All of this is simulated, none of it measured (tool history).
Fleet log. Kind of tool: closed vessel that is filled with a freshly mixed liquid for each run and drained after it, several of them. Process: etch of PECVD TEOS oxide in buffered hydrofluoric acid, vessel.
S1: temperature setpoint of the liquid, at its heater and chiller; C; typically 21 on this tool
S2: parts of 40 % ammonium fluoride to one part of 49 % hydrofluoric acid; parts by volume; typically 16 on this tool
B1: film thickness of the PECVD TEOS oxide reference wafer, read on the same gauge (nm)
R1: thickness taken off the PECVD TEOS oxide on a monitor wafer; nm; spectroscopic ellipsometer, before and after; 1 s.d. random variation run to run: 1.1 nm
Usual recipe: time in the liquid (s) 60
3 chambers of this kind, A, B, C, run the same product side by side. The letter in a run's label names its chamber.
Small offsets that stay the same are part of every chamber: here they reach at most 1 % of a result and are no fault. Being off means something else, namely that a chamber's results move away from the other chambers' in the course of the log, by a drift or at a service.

Run 1B, hour 3.8: usual settings; B1 59.997. Result: R1 121.67 nm.
Run 2A, hour 10.6: usual settings; B1 60.024. Result: R1 124.88 nm.
Run 3C, hour 18.5: usual settings; B1 59.969. Result: R1 118.81 nm.
Run 4B, hour 22.1: usual settings; B1 59.981. Result: R1 121.94 nm.
Run 5A, hour 26.6: usual settings; B1 59.983. Result: R1 124.5 nm.
Run 6C, hour 30.8: usual settings; B1 59.997. Result: R1 120.91 nm.
Run 7A, hour 37.5: usual settings; B1 59.996. Result: R1 123.74 nm.
Run 8C, hour 41.7: usual settings but time in the liquid (s) 80; B1 59.982. Result: R1 163.27 nm.
Run 9B, hour 47.6: usual settings but time in the liquid (s) 80; B1 60.024. Result: R1 165.45 nm.
Run 10B, hour 53.1: usual settings but time in the liquid (s) 80; B1 60.002. Result: R1 163.69 nm.
Run 11A, hour 57.2: usual settings; B1 60.023. Result: R1 121.47 nm.
Run 12C, hour 61.8: usual settings; B1 59.994. Result: R1 121.1 nm.
Run 13C, hour 66.1: usual settings; B1 60.008. Result: R1 121.87 nm.
Run 14A, hour 71.2: usual settings; B1 59.993. Result: R1 121.27 nm.
Run 15B, hour 78.4: usual settings; B1 60.017. Result: R1 121.53 nm.
Run 16C, hour 83.3: usual settings but S2 18 parts by volume; B1 59.972. Result: R1 108.93 nm.
Run 17A, hour 90.2: usual settings but S2 18 parts by volume; B1 59.993. Result: R1 107.52 nm.
Run 18B, hour 93.8: usual settings but S2 18 parts by volume; B1 60.038. Result: R1 109.02 nm.
Run 19C, hour 98.4: usual settings; B1 60.02. Result: R1 120.29 nm.
Run 20B, hour 105: usual settings; B1 60.011. Result: R1 119.21 nm.
Run 21A, hour 110.6: usual settings but S1 18 C; B1 60.009. Result: R1 103.33 nm.
Run 22C, hour 116.6: usual settings but S1 18 C; B1 59.99. Result: R1 101.67 nm.
Run 23B, hour 120.6: usual settings but S1 18 C; B1 59.947. Result: R1 99.7 nm.
Run 24A, hour 128: usual settings; B1 59.992. Result: R1 122.36 nm.
Run 25A, hour 133.5: usual settings; B1 60.019. Result: R1 125.09 nm.
Run 26B, hour 138.2: usual settings; B1 59.985. Result: R1 115.82 nm.
Run 27C, hour 144.8: usual settings; B1 60.008. Result: R1 121.27 nm.
Run 28B, hour 149.3: usual settings; B1 60.007. Result: R1 116.93 nm.
Run 29C, hour 153.3: usual settings; B1 60.027. Result: R1 119.68 nm.
Run 30A, hour 159.7: usual settings but time in the liquid (s) 30; B1 60.022. Result: R1 61.372 nm.
Run 31B, hour 167.3: usual settings but time in the liquid (s) 30; B1 60.025. Result: R1 56.162 nm.
Run 32A, hour 173.4: usual settings but time in the liquid (s) 30; B1 59.999. Result: R1 61.586 nm.
Run 33C, hour 178.9: usual settings; B1 60.04. Result: R1 122.87 nm.
Run 34A, hour 184.6: usual settings but time in the liquid (s) 75; B1 60.004. Result: R1 153.98 nm.
Run 35C, hour 188.8: usual settings but time in the liquid (s) 75; B1 60.033. Result: R1 154.28 nm.
Run 36B, hour 192.9: usual settings but time in the liquid (s) 75; B1 60.014. Result: R1 141.04 nm.
Run 37A, hour 200.1: usual settings; B1 59.998. Result: R1 122.95 nm.
Run 38C, hour 207.2: usual settings; B1 59.948. Result: R1 122.22 nm.

Is one chamber off against the others, does the gauge drift, or is nothing wrong? If a chamber is off, say which, and what the likeliest cause is.

One chamber, B, drifts off from the rest bit by bit.
Most likely cause: liquid colder than its thermometer reads (K) = 1.83.
With only this log, it may be confused with: hydrofluoric acid flow below the setpoint (%).

Below are 4 candidate recipes for chamber B's next run, each the usual settings with a change, their results shown as question marks. Which of them brings B's results back in line with what the other chambers give on the usual settings?
In-line tolerance around the mean of the other chambers on the usual settings: R1 3.8 nm
Run 39B-1, hour 213: usual settings but S1 20.5 C. Result: R1 ?.
Run 39B-2, hour 213: usual settings but time in the liquid (s) 55. Result: R1 ?.
Run 39B-3, hour 213: usual settings but S1 22.5 C. Result: R1 ?.
Run 39B-4, hour 213: usual settings but S2 15.5 parts by volume. Result: R1 ?.

On the usual settings, the other chambers give on average: R1 121.99 nm
  run      R1
39B-1  107.49
39B-2  101.35
39B-3  120.28
39B-4  114.11
Change 39B-3 lands the chamber within the allowed miss of the other chambers.
